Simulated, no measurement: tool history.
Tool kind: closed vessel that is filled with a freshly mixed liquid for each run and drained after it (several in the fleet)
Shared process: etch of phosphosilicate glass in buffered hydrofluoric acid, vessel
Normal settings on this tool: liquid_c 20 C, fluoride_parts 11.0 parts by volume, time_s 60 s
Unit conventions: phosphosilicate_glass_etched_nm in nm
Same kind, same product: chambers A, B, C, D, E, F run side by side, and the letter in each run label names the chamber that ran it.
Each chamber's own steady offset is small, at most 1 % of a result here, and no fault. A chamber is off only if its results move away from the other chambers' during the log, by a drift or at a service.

run   hour  liquid_c  fluoride_parts  time_s  read-back film thickness of the phosphosilicate glass reference wafer, read on the same gauge (nm)  phosphosilicate_glass_etched_nm
 1F    7.9        20            11.0      60                                                                                              30.002                           299.91
 2D   16.7        20            11.0      60                                                                                              30.004                           299.97
 3E   29.6        20            11.0      60                                                                                              30.008                           299.00
 4A   41.0        20            11.0      60                                                                                              29.989                           304.99
 5B   52.9        20            11.0      60                                                                                              29.990                           300.15
 6C   62.4        20             9.5      60                                                                                              30.024                           343.14
 7F   69.4        20             9.5      60                                                                                              29.982                           342.46
 8B   83.3        20             9.5      60                                                                                              30.042                           343.49
 9C   90.0        20             9.5      60                                                                                              30.021                           343.81
10E  100.3        20             9.5      60                                                                                              29.990                           337.55
11D  113.6        20             9.5      60                                                                                              30.024                           339.13
12A  123.7        20            11.0      60                                                                                              29.991                           301.86
13E  134.6        20            11.0      60                                                                                              29.987                           298.27
14C  147.8        20            11.0      60                                                                                              29.946                           303.57
     156.7  -- chamber B: hydrofluoric acid flow meter replaced
15A  157.5        20            11.0      60                                                                                              30.008                           302.13
16D  164.0        20            11.0      60                                                                                              30.012                           302.23
17F  174.4        20            11.0      60                                                                                              30.018                           301.59
18B  186.6        20            11.0      60                                                                                              29.995                           305.85
19C  194.8        17            11.0      75                                                                                              30.063                           317.12
20F  201.4        17            11.0      75                                                                                              29.998                           315.94
21E  211.1        17            11.0      75                                                                                              30.031                           315.70
22D  224.2        17            11.0      75                                                                                              29.960                           316.98
23B  230.9        17            11.0      75                                                                                              30.009                           324.95
24A  239.1        17            11.0      75                                                                                              29.998                           318.84
25F  252.5        20            11.0      60                                                                                              29.979                           298.66
26A  265.3        20            11.0      35                                                                                              30.051                           176.58
27E  275.2        20            11.0      35                                                                                              29.979                           174.58
28D  282.4        20            11.0      35                                                                                              30.019                           175.94
29C  292.0        20            11.0      35                                                                                              29.977                           175.50
30B  300.2        20            11.0      35                                                                                              30.014                           181.92
31E  309.3        20            11.0      35                                                                                              30.000                           173.44
32B  322.7        20            14.5      35                                                                                              29.992                           138.65
33D  334.9        20            14.5      35                                                                                              30.001                           133.47
34C  343.5        20            14.5      35                                                                                              29.988                           134.40
35F  353.7        20            14.5      35                                                                                              30.025                           132.94
     362.8  -- chamber F: hydrofluoric acid flow meter replaced
36A  366.8        20            14.5      35                                                                                              29.971                           134.36
37B  380.7        20            14.5      35                                                                                              30.016                           138.86
38E  391.7        20            11.0      60                                                                                              29.996                           301.91
39F  397.7        20            11.0      60                                                                                              29.988                           300.53
     401.2  -- chamber D: thermometer replaced
40D  408.2        20            11.0      60                                                                                              29.987                           299.08
41C  418.9        20            11.0      60                                                                                              29.969                           302.33
42A  428.0        20            11.0      60                                                                                              30.021                           303.75
43A  435.7        20            11.0      60                                                                                              29.984                           301.65

Is one chamber out of step, is the gauge drifting, or do the chambers differ by no more than their own small offsets? For an off chamber, give its letter and the likeliest cause.

It is chamber B that slowly wanders off from its peers.
Cause: liquid hotter than its thermometer reads (K) = 1.

Which of the 4 candidates below, each the usual settings with something changed and its results left as question marks, puts chamber B back in line with what the other chambers give on the usual settings?
To be in line, a result may differ from the other chambers' mean on the usual settings by at most: phosphosilicate_glass_etched_nm 4.70 nm
44B-1  445.7        20            11.0      65                                                                                                                                    ?
44B-2  445.7        19            11.0      60                                                                                                                                    ?
44B-3  445.7        20            10.5      60                                                                                                                                    ?
44B-4  445.7        20            12.0      60                                                                                                                                    ?

On the usual settings, the other chambers give on average: phosphosilicate_glass_etched_nm 300.81 nm
  run  phosphosilicate_glass_etched_nm
44B-1                           342.75
44B-2                           299.21
44B-3                           331.13
44B-4                           290.49
44B-2 is the one that brings the chamber's results back in line with the other chambers.
